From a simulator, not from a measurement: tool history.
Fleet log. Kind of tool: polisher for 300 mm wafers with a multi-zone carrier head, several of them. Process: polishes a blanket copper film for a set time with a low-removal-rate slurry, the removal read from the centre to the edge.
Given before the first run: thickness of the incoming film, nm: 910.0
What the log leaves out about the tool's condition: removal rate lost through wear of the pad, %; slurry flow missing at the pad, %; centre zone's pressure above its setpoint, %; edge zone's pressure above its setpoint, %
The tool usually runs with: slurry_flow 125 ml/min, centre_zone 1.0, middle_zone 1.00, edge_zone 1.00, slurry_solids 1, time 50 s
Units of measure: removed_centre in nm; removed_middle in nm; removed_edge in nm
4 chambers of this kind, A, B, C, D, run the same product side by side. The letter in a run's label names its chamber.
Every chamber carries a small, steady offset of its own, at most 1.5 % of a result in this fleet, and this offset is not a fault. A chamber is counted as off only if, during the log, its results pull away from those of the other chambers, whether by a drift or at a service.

run,hour,slurry_flow,centre_zone,middle_zone,edge_zone,slurry_solids,time,wafers polished on this pad,hours since the slurry nozzle was cleaned,hours since the centre zone pressure was calibrated,hours since the edge zone pressure was calibrated,removed_centre,removed_middle,removed_edge
1C,13.2,125,1.0,1.00,1.00,1,50,139,241.0,786.0,349.9,142.22,143.37,142.80
2D,24.3,125,1.0,1.00,1.00,1,50,1096,457.5,274.5,695.6,143.60,140.45,142.60
# hour 26.2: chamber D: worn pad replaced by a new one
3B,38.3,125,1.0,1.00,1.00,1,50,933,369.4,336.8,231.7,141.19,142.20,141.56
# hour 38.7: chamber B: worn pad replaced by a new one
4A,48.1,125,1.0,1.00,1.00,1,50,734,261.8,349.4,814.5,142.57,141.12,141.11
5B,54.5,125,1.0,1.00,1.00,1,50,144,385.6,353.0,247.9,141.93,143.64,140.62
6A,61.9,125,1.0,1.00,1.00,1,60,860,275.6,363.2,828.3,171.61,167.84,164.89
7C,68.7,125,1.0,1.00,1.00,1,60,644,296.5,841.5,405.4,170.20,171.13,169.85
8D,76.4,125,1.0,1.00,1.00,1,60,457,509.6,326.6,747.7,169.31,170.54,169.75
# hour 77.4: chamber C: edge zone pressure recalibrated
# hour 82.3: chamber B: slurry nozzle cleaned
# hour 84.0: chamber A: worn pad replaced by a new one
9B,86.4,125,1.0,1.00,1.00,1,60,435,4.1,384.9,279.8,170.13,169.55,172.31
10A,99.3,105,1.0,1.04,1.00,1,50,140,313.0,400.6,865.7,132.87,136.78,136.57
# hour 102.3: chamber C: worn pad replaced by a new one
11C,108.2,105,1.0,1.04,1.00,1,50,54,336.0,881.0,30.8,135.31,141.19,138.27
12D,114.5,105,1.0,1.04,1.00,1,50,805,547.7,364.7,785.8,135.21,140.18,138.58
13D,125.2,105,1.0,1.04,1.00,1,50,902,558.4,375.4,796.5,132.76,141.77,137.37
# hour 125.4: chamber B: worn pad replaced by a new one
14A,132.1,125,1.0,1.00,1.00,1,50,439,345.8,433.4,898.5,138.60,137.46,138.45
15B,138.4,125,1.0,1.11,0.92,1,50,119,56.1,436.9,331.8,140.99,154.99,134.28
16C,150.8,125,1.0,1.11,0.92,1,50,442,378.6,923.6,73.4,141.03,155.36,135.01
# hour 156.4: chamber D: worn pad replaced by a new one
17D,164.4,125,1.0,1.11,0.92,1,50,73,597.6,414.6,835.7,139.66,156.92,135.90
# hour 169.8: chamber D: centre zone pressure recalibrated
18C,171.9,125,1.0,1.11,0.92,1,50,635,399.7,944.7,94.5,143.55,157.56,134.80
19A,180.9,125,1.1,1.00,1.09,1,50,883,394.6,482.2,947.3,150.28,134.94,144.61
20B,192.6,125,1.1,1.00,1.09,1,50,613,110.3,491.1,386.0,157.19,141.03,149.67
# hour 193.1: chamber C: worn pad replaced by a new one
# hour 202.2: chamber A: worn pad replaced by a new one
21B,203.8,125,1.1,1.00,1.09,1,50,715,121.5,502.3,397.2,160.53,142.48,149.51
22A,214.1,125,1.1,1.00,1.09,1,50,109,427.8,515.4,980.5,151.36,133.72,141.37
23C,221.0,125,1.0,1.00,1.00,1,50,254,448.8,993.8,143.6,142.96,142.92,143.56
24D,235.3,125,1.0,1.00,1.00,1,50,719,668.5,65.5,906.6,140.04,142.29,140.79

Decide between three cases: one chamber stands off from its peers, the gauge reading all wafers drifts, or nothing is wrong past each chamber's small offset. Where a chamber is off, say which and what most likely put it there.

One chamber, A, drifts off from the rest bit by bit.
Most likely cause: slurry flow missing at the pad, % = 26.3.

Below are 4 candidate recipes for chamber A's next run, each the usual settings with a change, their results shown as question marks. Which of them brings A's results back in line with what the other chambers give on the usual settings?
Maximum distance from the other chambers' mean on the usual settings for a result to count as in line: removed_centre 5.50 nm; removed_middle 3.20 nm; removed_edge 5.30 nm
25A-1,245.6,130,1.01,1.02,0.99,1,53,,,,,?,?,?
25A-2,245.6,125,1.00,0.99,1.01,1,49,,,,,?,?,?
25A-3,245.6,125,1.00,1.01,0.99,1,51,,,,,?,?,?
25A-4,245.6,120,0.99,0.98,1.01,1,47,,,,,?,?,?

What the other chambers average on the usual settings: removed_centre 141.90 nm; removed_middle 142.27 nm; removed_edge 142.29 nm
run,removed_centre,removed_middle,removed_edge
25A-1,141.82,142.12,143.81
25A-2,127.93,126.41,133.39
25A-3,133.17,133.98,137.33
25A-4,119.59,118.65,126.90
The right change is 25A-1: it brings the chamber back within the allowed miss of the others.
